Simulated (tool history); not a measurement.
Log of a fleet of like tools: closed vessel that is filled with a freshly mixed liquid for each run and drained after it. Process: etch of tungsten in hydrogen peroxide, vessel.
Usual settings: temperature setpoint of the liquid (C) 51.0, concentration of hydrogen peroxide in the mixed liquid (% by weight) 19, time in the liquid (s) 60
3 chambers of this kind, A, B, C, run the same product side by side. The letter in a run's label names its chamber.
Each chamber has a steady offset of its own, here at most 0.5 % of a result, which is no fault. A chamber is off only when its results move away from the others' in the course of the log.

run   hour  temperature setpoint of the liquid (C)  concentration of hydrogen peroxide in the mixed liquid (% by weight)  time in the liquid (s)  read-back film thickness of the tungsten reference wafer, read on the same gauge (nm)  thickness taken off the tungsten on a monitor wafer (Å)
 1C    7.1                                    51.0                                                                    19                      60                                                                                 140.02                                                  1167.80
 2A   13.5                                    51.0                                                                    19                      60                                                                                 140.02                                                  1159.60
 3B   19.0                                    51.0                                                                    19                      60                                                                                 139.99                                                  1154.10
 4A   22.6                                    51.0                                                                    19                      60                                                                                 140.04                                                  1149.90
 5C   28.1                                    51.0                                                                    19                      60                                                                                 139.98                                                  1156.70
 6B   36.1                                    51.0                                                                    19                      60                                                                                 139.99                                                  1157.80
 7A   43.2                                    51.0                                                                    19                      60                                                                                 139.99                                                  1173.80
 8B   48.2                                    51.0                                                                    19                      60                                                                                 139.99                                                  1145.50
 9C   52.8                                    51.0                                                                    19                      60                                                                                 140.02                                                  1175.60
10B   58.6                                    51.0                                                                    19                      60                                                                                 139.96                                                  1162.80
11C   63.6                                    51.0                                                                    19                      60                                                                                 140.02                                                  1172.50
12A   67.4                                    51.0                                                                    19                      60                                                                                 140.01                                                  1160.80
13B   74.8                                    51.0                                                                    19                      60                                                                                 139.99                                                  1150.50
14C   78.7                                    51.0                                                                    19                      60                                                                                 140.01                                                  1161.40
15A   84.4                                    51.0                                                                    19                      60                                                                                 140.00                                                  1160.50
16B   89.6                                    51.0                                                                    19                      60                                                                                 139.97                                                  1159.60
17C   95.6                                    51.0                                                                    19                      60                                                                                 140.04                                                  1177.50
18A  102.5                                    47.0                                                                    15                      60                                                                                 140.03                                                   804.69
19A  106.5                                    47.0                                                                    15                      60                                                                                 140.01                                                   798.27
     108.3  -- chamber A: new drum of peroxide connected
20C  113.9                                    47.0                                                                    15                      60                                                                                 140.01                                                   808.87
21B  120.5                                    51.0                                                                    19                      60                                                                                 140.01                                                  1151.10
22B  126.7                                    51.0                                                                    19                      60                                                                                 140.03                                                  1168.00
23A  131.1                                    55.5                                                                    15                      60                                                                                 140.00                                                  1311.70
24C  138.1                                    55.5                                                                    15                      60                                                                                 140.01                                                  1357.50
25C  145.8                                    55.5                                                                    15                      60                                                                                 140.04                                                  1356.60
26A  150.3                                    51.0                                                                    19                      60                                                                                 139.97                                                  1128.50
27B  156.3                                    51.0                                                                    19                      60                                                                                 139.97                                                  1160.70
28C  163.1                                    51.0                                                                    19                      60                                                                                 139.98                                                  1171.10
29B  169.6                                    51.0                                                                    19                      60                                                                                 140.01                                                  1161.20
30A  174.2                                    51.0                                                                    19                      60                                                                                 140.01                                                  1117.90
31B  179.1                                    51.0                                                                    19                      60                                                                                 140.00                                                  1147.00
32C  186.0                                    51.0                                                                    19                      30                                                                                 140.00                                                   579.96
33A  191.1                                    51.0                                                                    19                      30                                                                                 140.00                                                   555.90
34C  198.0                                    51.0                                                                    19                      30                                                                                 140.00                                                   582.03
35B  201.8                                    51.0                                                                    19                      60                                                                                 140.03                                                  1149.30
36A  208.9                                    51.0                                                                    19                      60                                                                                 140.01                                                  1101.20
37B  213.4                                    51.0                                                                    19                      60                                                                                 139.98                                                  1149.00
38A  218.8                                    51.0                                                                    19                      60                                                                                 140.01                                                  1091.10
39C  223.9                                    51.0                                                                    19                      60                                                                                 140.00                                                  1165.70

What goes on in this fleet: one chamber off, a drifting gauge, or nothing beyond the chambers' own small offsets? Name the chamber and the cause, if any.

Chamber A drifts away from the others.
Cause: liquid colder than its thermometer reads (K) = 0.937.
The log may not tell that from: peroxide flow below the setpoint (%).

Here are 4 candidates for chamber A's next run, each the usual settings with a change, their results left as question marks. Which one brings its results back in line with what the others give on the usual settings?
In line means no further than this from the other chambers' mean on the usual settings: thickness taken off the tungsten on a monitor wafer (Å) 24.00
40A-1  229.9                                    50.0                                                                  19.0                      60                                                                                                                                               ?
40A-2  229.9                                    51.0                                                                  23.5                      60                                                                                                                                               ?
40A-3  229.9                                    51.0                                                                  21.0                      60                                                                                                                                               ?
40A-4  229.9                                    51.0                                                                  15.5                      60                                                                                                                                               ?

The other chambers' mean on the usual settings: thickness taken off the tungsten on a monitor wafer (Å) 1160.20
  run  thickness taken off the tungsten on a monitor wafer (Å)
40A-1                                                  1031.40
40A-2                                                  1218.80
40A-3                                                  1151.80
40A-4                                                   988.46
40A-3 brings the chamber back in line.
